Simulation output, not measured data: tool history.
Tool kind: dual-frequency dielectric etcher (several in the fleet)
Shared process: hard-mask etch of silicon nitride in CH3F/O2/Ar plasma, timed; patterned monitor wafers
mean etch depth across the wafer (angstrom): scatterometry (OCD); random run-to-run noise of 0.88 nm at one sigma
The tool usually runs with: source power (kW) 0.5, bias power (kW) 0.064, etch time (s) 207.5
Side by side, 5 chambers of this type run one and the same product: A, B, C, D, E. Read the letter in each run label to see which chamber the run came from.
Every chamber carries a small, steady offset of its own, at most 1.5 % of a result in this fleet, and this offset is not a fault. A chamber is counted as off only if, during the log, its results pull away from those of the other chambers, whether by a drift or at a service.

run,hour,source power (kW),bias power (kW),etch time (s),"read-back reference wafer on the same gauge, depth_nm",mean etch depth across the wafer (angstrom)
1C,7.8,0.5,0.064,207.5,133.95,1525
# hour 11.7: chamber E: wet clean of the chamber
2B,14.8,0.5,0.064,207.5,133.98,1537.7
3E,18.8,0.5,0.064,207.5,133.66,1524.6
4A,25.9,0.5,0.064,207.5,134.13,1543.8
5D,31.4,0.5,0.064,245,133.95,1820.7
6C,37.7,0.5,0.064,245,134.03,1770.4
7A,43.5,0.5,0.064,245,134.09,1795.2
8B,49.1,0.5,0.064,245,134.1,1802.6
9E,54,0.5,0.064,245,133.79,1810
10D,58.5,0.5,0.064,207.5,133.9,1540.2
11C,63.3,0.5,0.064,207.5,133.91,1501.9
12A,68.3,0.5,0.064,207.5,134.04,1539.6
13D,75.5,0.44,0.071,207.5,133.85,1501.8
14B,79.3,0.44,0.071,207.5,134.18,1508.9
15E,85.4,0.44,0.071,207.5,133.95,1520.5
16D,92.3,0.44,0.071,207.5,134.03,1513
# hour 94.3: chamber A: wet clean of the chamber
17C,97.5,0.44,0.071,207.5,133.97,1479.3
# hour 101.1: chamber C: source power generator calibrated
18E,104.8,0.5,0.064,207.5,133.99,1528.1
19A,112.8,0.57,0.064,161,134.19,1309.4
20B,120.6,0.57,0.064,161,134.1,1248.5
21A,125.6,0.57,0.064,161,133.99,1316.3
22E,132.7,0.57,0.064,161,133.93,1255.6
23B,140.2,0.57,0.064,161,134.28,1259.3
24D,144.9,0.5,0.064,207.5,134.01,1535.4
25C,150.4,0.5,0.064,207.5,133.95,1510.8
26D,157.7,0.5,0.064,207.5,133.93,1538.9
27A,166,0.5,0.064,254.5,134.03,1998.2
# hour 170.5: chamber C: bias power generator calibrated
28C,171,0.5,0.064,254.5,134.04,1855.3
29E,175.1,0.5,0.064,254.5,133.94,1853.5
30B,180.2,0.5,0.064,254.5,134.17,1861.1
31A,187.9,0.5,0.064,254.5,134.06,1995.7
32B,192.5,0.5,0.064,207.5,133.97,1531.6
33C,197.9,0.5,0.064,207.5,133.98,1508.2
34E,206.2,0.5,0.064,207.5,133.85,1524.6
35D,211.8,0.5,0.064,207.5,133.88,1530.4
36A,219.2,0.5,0.064,207.5,134.06,1617.9
37C,223.6,0.5,0.064,207.5,134.01,1532.1
38E,230.7,0.5,0.064,257.5,133.99,1890.3
39B,237.1,0.5,0.064,257.5,133.71,1883.9
40D,245,0.5,0.064,257.5,134.07,1894.8
41A,252.6,0.5,0.064,257.5,134.01,2006.3
42D,257.9,0.5,0.064,257.5,134.01,1906.6

Next, every chamber runs the same settings. What will each give?
43A,263.9,0.61,0.064,207.5,,?
43B,263.9,0.61,0.064,207.5,,?
43C,263.9,0.61,0.064,207.5,,?
43D,263.9,0.61,0.064,207.5,,?
43E,263.9,0.61,0.064,207.5,,?

run,mean etch depth across the wafer (angstrom)
43A,1753.2
43B,1664.9
43C,1630.5
43D,1661.3
43E,1657.2
